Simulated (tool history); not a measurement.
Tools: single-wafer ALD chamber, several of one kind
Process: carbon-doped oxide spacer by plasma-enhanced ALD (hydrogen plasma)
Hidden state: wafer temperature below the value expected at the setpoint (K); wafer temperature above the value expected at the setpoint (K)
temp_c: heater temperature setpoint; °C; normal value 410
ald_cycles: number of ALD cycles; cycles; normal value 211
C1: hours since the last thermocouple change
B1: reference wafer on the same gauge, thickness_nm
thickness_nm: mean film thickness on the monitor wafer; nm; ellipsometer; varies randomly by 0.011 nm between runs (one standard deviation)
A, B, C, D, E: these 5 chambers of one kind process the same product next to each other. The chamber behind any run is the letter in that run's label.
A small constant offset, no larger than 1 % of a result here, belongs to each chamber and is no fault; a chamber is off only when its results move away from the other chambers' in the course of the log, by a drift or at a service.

Run 1C, hour 5.5: usual settings; C1 773.2; B1 10.1. Result: thickness_nm 10.336 nm.
At hour 5.6: chamber A: thermocouple changed; heater temperature recalibrated.
Run 2B, hour 16.1: usual settings; C1 1422.6; B1 10.102. Result: thickness_nm 10.278 nm.
Run 3A, hour 22.8: usual settings; C1 17.3; B1 10.103. Result: thickness_nm 10.321 nm.
Run 4E, hour 28.5: usual settings; C1 1219.1; B1 10.102. Result: thickness_nm 10.24 nm.
Run 5D, hour 40.3: usual settings; C1 571.5; B1 10.106. Result: thickness_nm 10.335 nm.
Run 6C, hour 47.1: usual settings; C1 814.8; B1 10.107. Result: thickness_nm 10.335 nm.
Run 7B, hour 52.9: usual settings; C1 1459.4; B1 10.109. Result: thickness_nm 10.307 nm.
Run 8E, hour 59.4: usual settings but temp_c 415 °C, ald_cycles 248 cycles; C1 1250; B1 10.11. Result: thickness_nm 11.855 nm.
Run 9D, hour 65.2: usual settings but temp_c 415 °C, ald_cycles 248 cycles; C1 596.4; B1 10.108. Result: thickness_nm 11.959 nm.
Run 10A, hour 73.9: usual settings but temp_c 415 °C, ald_cycles 248 cycles; C1 68.4; B1 10.109. Result: thickness_nm 11.921 nm.
Run 11A, hour 82.4: usual settings but temp_c 415 °C, ald_cycles 248 cycles; C1 76.9; B1 10.111. Result: thickness_nm 11.923 nm.
Run 12C, hour 92.5: usual settings but temp_c 415 °C, ald_cycles 248 cycles; C1 860.2; B1 10.113. Result: thickness_nm 11.962 nm.
Run 13B, hour 100.3: usual settings; C1 1506.8; B1 10.113. Result: thickness_nm 10.279 nm.
Run 14D, hour 106.3: usual settings; C1 637.5; B1 10.116. Result: thickness_nm 10.339 nm.
Run 15E, hour 111.8: usual settings; C1 1302.4; B1 10.114. Result: thickness_nm 10.249 nm.
Run 16B, hour 119.6: usual settings; C1 1526.1; B1 10.115. Result: thickness_nm 10.294 nm.
Run 17D, hour 131.3: usual settings; C1 662.5; B1 10.118. Result: thickness_nm 10.369 nm.
Run 18E, hour 138.8: usual settings; C1 1329.4; B1 10.115. Result: thickness_nm 10.244 nm.
Run 19A, hour 145: usual settings; C1 139.5; B1 10.117. Result: thickness_nm 10.313 nm.
Run 20C, hour 154.7: usual settings; C1 922.4; B1 10.12. Result: thickness_nm 10.355 nm.
Run 21B, hour 165.6: usual settings; C1 1572.1; B1 10.118. Result: thickness_nm 10.298 nm.
Run 22C, hour 175.8: usual settings but temp_c 396 °C, ald_cycles 175 cycles; C1 943.5; B1 10.12. Result: thickness_nm 8.8489 nm.
At hour 182.7: chamber E: thermocouple changed; heater temperature recalibrated.
Run 23A, hour 187.1: usual settings but temp_c 396 °C, ald_cycles 175 cycles; C1 181.6; B1 10.122. Result: thickness_nm 8.8265 nm.
Run 24D, hour 193.5: usual settings but temp_c 396 °C, ald_cycles 175 cycles; C1 724.7; B1 10.123. Result: thickness_nm 8.8575 nm.
Run 25E, hour 202.2: usual settings but temp_c 396 °C, ald_cycles 175 cycles; C1 19.6; B1 10.123. Result: thickness_nm 8.796 nm.
Run 26B, hour 213.8: usual settings but temp_c 396 °C, ald_cycles 175 cycles; C1 1620.3; B1 10.127. Result: thickness_nm 8.7962 nm.
Run 27E, hour 221.8: usual settings; C1 39.2; B1 10.128. Result: thickness_nm 10.285 nm.
Run 28D, hour 229.8: usual settings; C1 761; B1 10.125. Result: thickness_nm 10.368 nm.
Run 29A, hour 238.7: usual settings but temp_c 402 °C, ald_cycles 173 cycles; C1 233.2; B1 10.131. Result: thickness_nm 8.6615 nm.
Run 30C, hour 249.6: usual settings but temp_c 402 °C, ald_cycles 173 cycles; C1 1017.3; B1 10.132. Result: thickness_nm 8.7074 nm.
Run 31E, hour 256.1: usual settings but temp_c 402 °C, ald_cycles 173 cycles; C1 73.5; B1 10.128. Result: thickness_nm 8.6227 nm.
Run 32C, hour 262.4: usual settings but temp_c 402 °C, ald_cycles 173 cycles; C1 1030.1; B1 10.129. Result: thickness_nm 8.7255 nm.
Run 33D, hour 273.3: usual settings but temp_c 402 °C, ald_cycles 173 cycles; C1 804.5; B1 10.134. Result: thickness_nm 8.7081 nm.
Run 34B, hour 283.4: usual settings; C1 1689.9; B1 10.137. Result: thickness_nm 10.302 nm.
Run 35A, hour 289.6: usual settings but ald_cycles 241 cycles; C1 284.1; B1 10.136. Result: thickness_nm 11.772 nm.
Run 36A, hour 298.3: usual settings but ald_cycles 241 cycles; C1 292.8; B1 10.134. Result: thickness_nm 11.783 nm.
Run 37B, hour 305.9: usual settings but ald_cycles 241 cycles; C1 1712.4; B1 10.138. Result: thickness_nm 11.782 nm.
Run 38D, hour 312.9: usual settings but ald_cycles 241 cycles; C1 844.1; B1 10.136. Result: thickness_nm 11.837 nm.
Run 39E, hour 323.7: usual settings but ald_cycles 241 cycles; C1 141.1; B1 10.139. Result: thickness_nm 11.743 nm.
Run 40C, hour 329.9: usual settings; C1 1097.6; B1 10.14. Result: thickness_nm 10.367 nm.
Run 41D, hour 341.6: usual settings; C1 872.8; B1 10.142. Result: thickness_nm 10.386 nm.
Run 42B, hour 350.6: usual settings; C1 1757.1; B1 10.14. Result: thickness_nm 10.304 nm.
Run 43C, hour 357: usual settings; C1 1124.7; B1 10.14. Result: thickness_nm 10.388 nm.
Run 44E, hour 366.5: usual settings; C1 183.9; B1 10.143. Result: thickness_nm 10.264 nm.

Next, every chamber runs the same settings. What will each give?
Run 45A, hour 375.4: usual settings but ald_cycles 181 cycles. Result: thickness_nm ?.
Run 45B, hour 375.4: usual settings but ald_cycles 181 cycles. Result: thickness_nm ?.
Run 45C, hour 375.4: usual settings but ald_cycles 181 cycles. Result: thickness_nm ?.
Run 45D, hour 375.4: usual settings but ald_cycles 181 cycles. Result: thickness_nm ?.
Run 45E, hour 375.4: usual settings but ald_cycles 181 cycles. Result: thickness_nm ?.

run  thickness_nm
45A        8.8665
45B        8.8376
45C        8.9056
45D        8.9083
45E        8.8093
